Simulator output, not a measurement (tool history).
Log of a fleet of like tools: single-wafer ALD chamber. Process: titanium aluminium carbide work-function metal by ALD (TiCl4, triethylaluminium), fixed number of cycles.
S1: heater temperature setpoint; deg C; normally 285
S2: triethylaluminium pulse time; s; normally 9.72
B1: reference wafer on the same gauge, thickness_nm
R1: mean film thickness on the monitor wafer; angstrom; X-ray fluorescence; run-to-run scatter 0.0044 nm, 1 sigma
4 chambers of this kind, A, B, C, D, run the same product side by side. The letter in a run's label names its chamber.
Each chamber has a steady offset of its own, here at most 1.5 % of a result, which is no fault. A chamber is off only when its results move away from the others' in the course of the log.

| run | day | S1 | S2 | B1 | R1 |
|---|---|---|---|---|---|
| 1B | 0.200 | 285 | 9.72 | 2.2297 | 18.582 |
| 2D | 0.417 | 285 | 9.72 | 2.2301 | 18.514 |
| 3A | 0.625 | 285 | 9.72 | 2.2292 | 18.830 |
| 4C | 0.892 | 285 | 9.72 | 2.2286 | 18.717 |
| 5A | 1.171 | 285 | 9.72 | 2.2295 | 18.856 |
| 6B | 1.296 | 285 | 9.72 | 2.2317 | 18.605 |
| 7D | 1.446 | 285 | 9.72 | 2.2289 | 18.565 |
| 8C | 1.638 | 276 | 11.98 | 2.2292 | 18.414 |
| 9D | 1.921 | 276 | 11.98 | 2.2308 | 18.063 |
| 10C | 2.108 | 276 | 11.98 | 2.2299 | 18.337 |
| 11A | 2.375 | 276 | 11.98 | 2.2300 | 18.472 |
| 12B | 2.617 | 285 | 9.72 | 2.2304 | 18.673 |
| 13C | 2.779 | 285 | 9.72 | 2.2310 | 18.719 |
| 14A | 3.050 | 285 | 9.72 | 2.2293 | 18.893 |
| 15B | 3.200 | 285 | 9.72 | 2.2308 | 18.696 |
| 16D | 3.346 | 285 | 9.72 | 2.2290 | 18.454 |
| 17B | 3.521 | 285 | 9.72 | 2.2294 | 18.695 |
| 18C | 3.746 | 285 | 9.72 | 2.2302 | 18.729 |
| 19D | 3.962 | 285 | 9.72 | 2.2287 | 18.480 |
| 20A | 4.142 | 285 | 9.72 | 2.2310 | 18.833 |
| 21C | 4.346 | 285 | 9.72 | 2.2289 | 18.677 |
| 22D | 4.562 | 285 | 9.72 | 2.2313 | 18.465 |
| 23B | 4.762 | 271 | 9.72 | 2.2297 | 17.425 |
| 24A | 5.012 | 271 | 9.72 | 2.2296 | 17.612 |

All 4 chambers run these settings next. Forecast each chamber's results:
| 25A | 5.212 | 285 | 12.87 |  | ? |
| 25B | 5.212 | 285 | 12.87 |  | ? |
| 25C | 5.212 | 285 | 12.87 |  | ? |
| 25D | 5.212 | 285 | 12.87 |  | ? |

| run | R1 |
|---|---|
| 25A | 19.368 |
| 25B | 19.150 |
| 25C | 19.199 |
| 25D | 18.885 |

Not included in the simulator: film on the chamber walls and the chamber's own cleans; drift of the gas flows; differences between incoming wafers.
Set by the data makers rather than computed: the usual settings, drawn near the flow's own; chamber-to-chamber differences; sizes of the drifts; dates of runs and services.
